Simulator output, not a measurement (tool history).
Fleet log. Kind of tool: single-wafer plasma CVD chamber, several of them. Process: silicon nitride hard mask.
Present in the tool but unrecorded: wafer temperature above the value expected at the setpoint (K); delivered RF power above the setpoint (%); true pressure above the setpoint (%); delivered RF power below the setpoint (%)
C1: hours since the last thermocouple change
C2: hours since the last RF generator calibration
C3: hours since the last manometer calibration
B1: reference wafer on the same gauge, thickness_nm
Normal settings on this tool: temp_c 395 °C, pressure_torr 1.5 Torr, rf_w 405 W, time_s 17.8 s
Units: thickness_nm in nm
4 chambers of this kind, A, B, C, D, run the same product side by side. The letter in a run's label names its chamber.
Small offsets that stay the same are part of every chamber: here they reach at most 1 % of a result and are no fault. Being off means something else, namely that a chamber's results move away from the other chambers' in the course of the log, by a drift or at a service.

{"run": "1C", "hour": 4.8, "temp_c": 395, "pressure_torr": 1.5, "rf_w": 405, "time_s": 17.8, "C1": 840.9, "C2": 1369.4, "C3": 667.5, "B1": 26.407, "thickness_nm": 24.253}
{"run": "2B", "hour": 9.9, "temp_c": 395, "pressure_torr": 1.5, "rf_w": 405, "time_s": 17.8, "C1": 183.1, "C2": 274.3, "C3": 436.4, "B1": 26.399, "thickness_nm": 24.712}
{"run": "3A", "hour": 14.5, "temp_c": 395, "pressure_torr": 1.5, "rf_w": 405, "time_s": 17.8, "C1": 46.9, "C2": 1834.5, "C3": 1928.5, "B1": 26.378, "thickness_nm": 24.336}
{"run": "4D", "hour": 19.6, "temp_c": 395, "pressure_torr": 1.5, "rf_w": 405, "time_s": 17.8, "C1": 2237.4, "C2": 167.5, "C3": 193.6, "B1": 26.386, "thickness_nm": 24.462}
{"run": "5C", "hour": 24.4, "temp_c": 395, "pressure_torr": 1.5, "rf_w": 445, "time_s": 17.8, "C1": 860.5, "C2": 1389.0, "C3": 687.1, "B1": 26.399, "thickness_nm": 25.54}
{"run": "6B", "hour": 29.8, "temp_c": 395, "pressure_torr": 1.5, "rf_w": 445, "time_s": 17.8, "C1": 203.0, "C2": 294.2, "C3": 456.3, "B1": 26.392, "thickness_nm": 25.792}
{"run": "7A", "hour": 32.7, "temp_c": 395, "pressure_torr": 1.5, "rf_w": 445, "time_s": 17.8, "C1": 65.1, "C2": 1852.7, "C3": 1946.7, "B1": 26.392, "thickness_nm": 25.731}
{"run": "8D", "hour": 36.0, "temp_c": 395, "pressure_torr": 1.5, "rf_w": 445, "time_s": 17.8, "C1": 2253.8, "C2": 183.9, "C3": 210.0, "B1": 26.412, "thickness_nm": 25.691}
{"run": "9A", "hour": 42.4, "temp_c": 395, "pressure_torr": 1.5, "rf_w": 405, "time_s": 17.8, "C1": 74.8, "C2": 1862.4, "C3": 1956.4, "B1": 26.365, "thickness_nm": 24.277}
{"run": "10C", "hour": 46.2, "temp_c": 395, "pressure_torr": 1.5, "rf_w": 405, "time_s": 17.8, "C1": 882.3, "C2": 1410.8, "C3": 708.9, "B1": 26.394, "thickness_nm": 24.336}
{"run": "11D", "hour": 52.1, "temp_c": 395, "pressure_torr": 1.5, "rf_w": 405, "time_s": 17.8, "C1": 2269.9, "C2": 200.0, "C3": 226.1, "B1": 26.421, "thickness_nm": 24.439}
{"run": "12B", "hour": 56.4, "temp_c": 395, "pressure_torr": 1.5, "rf_w": 405, "time_s": 17.8, "C1": 229.6, "C2": 320.8, "C3": 482.9, "B1": 26.38, "thickness_nm": 24.729}
{"run": "13C", "hour": 61.8, "temp_c": 395, "pressure_torr": 1.5, "rf_w": 405, "time_s": 17.8, "C1": 897.9, "C2": 1426.4, "C3": 724.5, "B1": 26.385, "thickness_nm": 24.481}
{"run": "14B", "hour": 65.8, "temp_c": 395, "pressure_torr": 1.5, "rf_w": 405, "time_s": 17.8, "C1": 239.0, "C2": 330.2, "C3": 492.3, "B1": 26.396, "thickness_nm": 24.58}
{"run": "15A", "hour": 69.9, "temp_c": 395, "pressure_torr": 1.5, "rf_w": 405, "time_s": 17.8, "C1": 102.3, "C2": 1889.9, "C3": 1983.9, "B1": 26.401, "thickness_nm": 24.346}
{"run": "16D", "hour": 73.2, "temp_c": 395, "pressure_torr": 1.5, "rf_w": 405, "time_s": 17.8, "C1": 2291.0, "C2": 221.1, "C3": 247.2, "B1": 26.442, "thickness_nm": 24.29}
{"run": "17A", "hour": 78.4, "temp_c": 409, "pressure_torr": 1.5, "rf_w": 340, "time_s": 17.8, "C1": 110.8, "C2": 1898.4, "C3": 1992.4, "B1": 26.413, "thickness_nm": 21.755}
{"run": "18B", "hour": 82.4, "temp_c": 409, "pressure_torr": 1.5, "rf_w": 340, "time_s": 17.8, "C1": 255.6, "C2": 346.8, "C3": 508.9, "B1": 26.4, "thickness_nm": 22.064}
{"run": "19D", "hour": 87.1, "temp_c": 409, "pressure_torr": 1.5, "rf_w": 340, "time_s": 17.8, "C1": 2304.9, "C2": 235.0, "C3": 261.1, "B1": 26.41, "thickness_nm": 21.548}
{"run": "20C", "hour": 90.0, "temp_c": 409, "pressure_torr": 1.5, "rf_w": 340, "time_s": 17.8, "C1": 926.1, "C2": 1454.6, "C3": 752.7, "B1": 26.393, "thickness_nm": 21.61}
{"run": "21A", "hour": 93.9, "temp_c": 395, "pressure_torr": 1.5, "rf_w": 405, "time_s": 17.8, "C1": 126.3, "C2": 1913.9, "C3": 2007.9, "B1": 26.41, "thickness_nm": 24.177}
{"run": "22B", "hour": 98.1, "temp_c": 395, "pressure_torr": 1.5, "rf_w": 405, "time_s": 17.8, "C1": 271.3, "C2": 362.5, "C3": 524.6, "B1": 26.384, "thickness_nm": 24.588}
{"run": "23C", "hour": 102.7, "temp_c": 395, "pressure_torr": 1.5, "rf_w": 405, "time_s": 17.8, "C1": 938.8, "C2": 1467.3, "C3": 765.4, "B1": 26.413, "thickness_nm": 24.356}
{"run": "24D", "hour": 105.5, "temp_c": 395, "pressure_torr": 1.5, "rf_w": 405, "time_s": 17.8, "C1": 2323.3, "C2": 253.4, "C3": 279.5, "B1": 26.388, "thickness_nm": 23.947}
{"run": "25D", "hour": 109.1, "temp_c": 395, "pressure_torr": 1.5, "rf_w": 405, "time_s": 17.8, "C1": 2326.9, "C2": 257.0, "C3": 283.1, "B1": 26.393, "thickness_nm": 24.044}
{"run": "26C", "hour": 113.9, "temp_c": 395, "pressure_torr": 1.5, "rf_w": 405, "time_s": 17.8, "C1": 950.0, "C2": 1478.5, "C3": 776.6, "B1": 26.385, "thickness_nm": 24.204}
{"run": "27B", "hour": 120.1, "temp_c": 395, "pressure_torr": 1.5, "rf_w": 405, "time_s": 17.8, "C1": 293.3, "C2": 384.5, "C3": 546.6, "B1": 26.402, "thickness_nm": 24.429}
{"run": "28A", "hour": 126.4, "temp_c": 395, "pressure_torr": 1.5, "rf_w": 405, "time_s": 17.8, "C1": 158.8, "C2": 1946.4, "C3": 2040.4, "B1": 26.407, "thickness_nm": 24.547}
{"run": "29C", "hour": 130.6, "temp_c": 395, "pressure_torr": 1.5, "rf_w": 405, "time_s": 17.8, "C1": 966.7, "C2": 1495.2, "C3": 793.3, "B1": 26.444, "thickness_nm": 24.249}
{"run": "30A", "hour": 133.7, "temp_c": 395, "pressure_torr": 1.5, "rf_w": 405, "time_s": 17.8, "C1": 166.1, "C2": 1953.7, "C3": 2047.7, "B1": 26.429, "thickness_nm": 24.382}
{"run": "31D", "hour": 140.3, "temp_c": 395, "pressure_torr": 1.5, "rf_w": 405, "time_s": 17.8, "C1": 2358.1, "C2": 288.2, "C3": 314.3, "B1": 26.385, "thickness_nm": 23.764}
{"run": "32B", "hour": 144.9, "temp_c": 395, "pressure_torr": 1.5, "rf_w": 405, "time_s": 17.8, "C1": 318.1, "C2": 409.3, "C3": 571.4, "B1": 26.425, "thickness_nm": 24.513}
{"run": "33C", "hour": 149.6, "temp_c": 395, "pressure_torr": 1.5, "rf_w": 405, "time_s": 17.8, "C1": 985.7, "C2": 1514.2, "C3": 812.3, "B1": 26.409, "thickness_nm": 24.273}
{"run": "34D", "hour": 154.3, "temp_c": 395, "pressure_torr": 1.5, "rf_w": 405, "time_s": 17.8, "C1": 2372.1, "C2": 302.2, "C3": 328.3, "B1": 26.396, "thickness_nm": 23.283}

Which is it: a chamber that has drifted or been left off by a service, a gauge drift common to all chambers, or only each chamber's usual small offset? If a chamber is off, name it and its likeliest cause.

Little by little, chamber D moves away from the other chambers.
Cause: delivered RF power below the setpoint (%) = 7.12.

Chamber D could run next with any of the 4 candidate recipes listed below; each alters the usual settings, and their results appear as question marks. Which one brings its results back in line with what the other chambers deliver on the usual settings?
Allowed miss from the other chambers' usual-settings mean, per result, to count as in line: thickness_nm 0.430 nm
{"run": "35D-1", "hour": 159.1, "temp_c": 395, "pressure_torr": 1.5, "rf_w": 405, "time_s": 18.0, "thickness_nm": "?"}
{"run": "35D-2", "hour": 159.1, "temp_c": 395, "pressure_torr": 1.5, "rf_w": 375, "time_s": 17.8, "thickness_nm": "?"}
{"run": "35D-3", "hour": 159.1, "temp_c": 395, "pressure_torr": 1.48, "rf_w": 400, "time_s": 17.8, "thickness_nm": "?"}
{"run": "35D-4", "hour": 159.1, "temp_c": 395, "pressure_torr": 1.5, "rf_w": 435, "time_s": 17.8, "thickness_nm": "?"}

Other chambers, usual settings, mean: thickness_nm 24.453 nm
run=35D-1 thickness_nm=23.637
run=35D-2 thickness_nm=22.231
run=35D-3 thickness_nm=23.095
run=35D-4 thickness_nm=24.449
35D-4 brings the chamber back in line.
